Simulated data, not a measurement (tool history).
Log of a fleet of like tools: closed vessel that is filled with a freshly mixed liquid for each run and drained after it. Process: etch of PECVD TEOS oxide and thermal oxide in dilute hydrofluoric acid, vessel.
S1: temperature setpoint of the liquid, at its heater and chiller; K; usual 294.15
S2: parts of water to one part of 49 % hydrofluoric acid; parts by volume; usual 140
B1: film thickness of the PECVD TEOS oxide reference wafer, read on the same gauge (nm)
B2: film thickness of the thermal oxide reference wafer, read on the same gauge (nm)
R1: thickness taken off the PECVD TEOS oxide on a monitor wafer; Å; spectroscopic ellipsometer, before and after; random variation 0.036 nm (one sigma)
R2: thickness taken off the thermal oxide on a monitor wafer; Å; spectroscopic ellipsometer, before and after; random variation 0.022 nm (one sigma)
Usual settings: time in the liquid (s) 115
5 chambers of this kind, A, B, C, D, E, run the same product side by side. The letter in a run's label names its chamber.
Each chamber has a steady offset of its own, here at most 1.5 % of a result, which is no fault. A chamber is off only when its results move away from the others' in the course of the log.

run 1C day=0.633 | S1=294.15 S2=140 time_in_the_liquid_(s)=115 | B1=39.980 B2=29.987 | R1=70.670 R2=33.264
run 2B day=1.254 | S1=294.15 S2=140 time_in_the_liquid_(s)=115 | B1=39.993 B2=30.012 | R1=70.822 R2=33.867
run 3D day=1.625 | S1=294.15 S2=140 time_in_the_liquid_(s)=115 | B1=40.001 B2=29.987 | R1=70.477 R2=33.817
run 4A day=2.062 | S1=294.15 S2=140 time_in_the_liquid_(s)=115 | B1=40.031 B2=29.965 | R1=71.743 R2=33.744
run 5E day=2.662 | S1=294.15 S2=140 time_in_the_liquid_(s)=115 | B1=40.025 B2=30.018 | R1=70.600 R2=33.433
run 6A day=3.125 | S1=294.15 S2=140 time_in_the_liquid_(s)=115 | B1=40.010 B2=29.992 | R1=71.064 R2=33.385
run 7B day=3.762 | S1=294.15 S2=140 time_in_the_liquid_(s)=115 | B1=40.016 B2=29.986 | R1=70.583 R2=33.909
run 8E day=4.346 | S1=294.15 S2=140 time_in_the_liquid_(s)=115 | B1=39.989 B2=29.999 | R1=70.898 R2=33.495
run 9C day=4.946 | S1=294.15 S2=140 time_in_the_liquid_(s)=150 | B1=40.008 B2=30.026 | R1=92.012 R2=43.269
run 10D day=5.375 | S1=294.15 S2=140 time_in_the_liquid_(s)=150 | B1=39.961 B2=29.996 | R1=91.879 R2=44.661
run 11C day=5.783 | S1=294.15 S2=140 time_in_the_liquid_(s)=150 | B1=39.993 B2=30.039 | R1=90.960 R2=43.471
run 12A day=6.425 | S1=294.15 S2=140 time_in_the_liquid_(s)=150 | B1=40.045 B2=29.990 | R1=91.999 R2=43.802
run 13B day=7.004 | S1=294.15 S2=140 time_in_the_liquid_(s)=150 | B1=39.978 B2=29.953 | R1=92.458 R2=44.357
run 14D day=7.308 | S1=294.15 S2=140 time_in_the_liquid_(s)=115 | B1=39.978 B2=30.020 | R1=70.236 R2=33.362
run 15E day=7.642 | S1=294.15 S2=140 time_in_the_liquid_(s)=115 | B1=40.021 B2=29.989 | R1=70.361 R2=33.498
run 16B day=7.954 | S1=294.15 S2=140 time_in_the_liquid_(s)=115 | B1=40.003 B2=29.987 | R1=70.971 R2=33.467
-- day=8.375 chamber E: thermometer replaced
run 17A day=8.496 | S1=294.15 S2=140 time_in_the_liquid_(s)=115 | B1=39.990 B2=29.997 | R1=70.703 R2=33.674
run 18C day=8.867 | S1=292.15 S2=140 time_in_the_liquid_(s)=180 | B1=40.010 B2=29.994 | R1=101.510 R2=47.583
-- day=8.900 chamber B: hydrofluoric acid flow meter replaced
run 19D day=9.267 | S1=292.15 S2=140 time_in_the_liquid_(s)=180 | B1=39.987 B2=29.989 | R1=101.070 R2=48.868
run 20E day=9.875 | S1=292.15 S2=140 time_in_the_liquid_(s)=180 | B1=39.964 B2=29.985 | R1=101.480 R2=48.834
run 21C day=10.538 | S1=292.15 S2=140 time_in_the_liquid_(s)=180 | B1=39.949 B2=30.001 | R1=100.880 R2=47.973
run 22B day=11.021 | S1=292.15 S2=140 time_in_the_liquid_(s)=180 | B1=40.004 B2=29.979 | R1=102.100 R2=49.534
run 23D day=11.642 | S1=294.15 S2=140 time_in_the_liquid_(s)=115 | B1=40.015 B2=30.014 | R1=70.647 R2=33.734
run 24E day=12.175 | S1=294.15 S2=140 time_in_the_liquid_(s)=115 | B1=40.018 B2=29.975 | R1=70.267 R2=33.744
run 25A day=12.575 | S1=296.15 S2=140 time_in_the_liquid_(s)=115 | B1=39.985 B2=30.012 | R1=76.652 R2=35.747
run 26A day=13.117 | S1=296.15 S2=140 time_in_the_liquid_(s)=115 | B1=40.011 B2=29.977 | R1=76.751 R2=35.672
run 27D day=13.671 | S1=296.15 S2=140 time_in_the_liquid_(s)=115 | B1=39.961 B2=30.034 | R1=76.433 R2=36.915
run 28B day=14.046 | S1=296.15 S2=140 time_in_the_liquid_(s)=115 | B1=40.012 B2=29.982 | R1=76.808 R2=36.917
-- day=14.208 chamber C: hydrofluoric acid flow meter replaced
run 29C day=14.704 | S1=296.15 S2=140 time_in_the_liquid_(s)=115 | B1=40.015 B2=30.005 | R1=76.024 R2=35.642
run 30E day=15.304 | S1=294.15 S2=140 time_in_the_liquid_(s)=115 | B1=40.051 B2=30.002 | R1=71.219 R2=33.925
run 31E day=15.671 | S1=294.15 S2=140 time_in_the_liquid_(s)=115 | B1=39.996 B2=29.998 | R1=71.204 R2=33.427
run 32C day=16.192 | S1=294.15 S2=140 time_in_the_liquid_(s)=115 | B1=39.982 B2=29.978 | R1=70.576 R2=33.285
run 33B day=16.650 | S1=294.15 S2=140 time_in_the_liquid_(s)=115 | B1=39.984 B2=30.016 | R1=71.058 R2=33.767
run 34D day=17.075 | S1=297.15 S2=140 time_in_the_liquid_(s)=115 | B1=40.006 B2=30.000 | R1=78.893 R2=38.030
run 35A day=17.567 | S1=297.15 S2=140 time_in_the_liquid_(s)=115 | B1=40.035 B2=29.976 | R1=79.850 R2=37.418
run 36A day=17.875 | S1=297.15 S2=140 time_in_the_liquid_(s)=115 | B1=39.973 B2=30.042 | R1=79.314 R2=37.886
run 37B day=18.258 | S1=297.15 S2=140 time_in_the_liquid_(s)=115 | B1=39.992 B2=29.983 | R1=78.913 R2=38.306
run 38E day=18.721 | S1=297.15 S2=140 time_in_the_liquid_(s)=115 | B1=39.992 B2=30.029 | R1=79.841 R2=37.773
run 39C day=19.021 | S1=294.15 S2=140 time_in_the_liquid_(s)=115 | B1=39.990 B2=29.992 | R1=70.355 R2=33.506
run 40D day=19.338 | S1=294.15 S2=140 time_in_the_liquid_(s)=115 | B1=39.991 B2=30.016 | R1=70.329 R2=33.737
run 41E day=19.946 | S1=294.15 S2=140 time_in_the_liquid_(s)=115 | B1=40.029 B2=30.014 | R1=70.502 R2=33.464
run 42A day=20.483 | S1=294.15 S2=140 time_in_the_liquid_(s)=115 | B1=39.980 B2=29.990 | R1=71.207 R2=33.781

Next, every chamber runs the same settings. What will each give?
run 43A day=20.971 | S1=294.15 S2=140 time_in_the_liquid_(s)=115 | R1=? R2=?
run 43B day=20.971 | S1=294.15 S2=140 time_in_the_liquid_(s)=115 | R1=? R2=?
run 43C day=20.971 | S1=294.15 S2=140 time_in_the_liquid_(s)=115 | R1=? R2=?
run 43D day=20.971 | S1=294.15 S2=140 time_in_the_liquid_(s)=115 | R1=? R2=?
run 43E day=20.971 | S1=294.15 S2=140 time_in_the_liquid_(s)=115 | R1=? R2=?

run=43A R1=71.481 R2=33.043
run=43B R1=71.441 R2=34.136
run=43C R1=70.168 R2=33.154
run=43D R1=69.762 R2=33.431
run=43E R1=70.404 R2=34.182

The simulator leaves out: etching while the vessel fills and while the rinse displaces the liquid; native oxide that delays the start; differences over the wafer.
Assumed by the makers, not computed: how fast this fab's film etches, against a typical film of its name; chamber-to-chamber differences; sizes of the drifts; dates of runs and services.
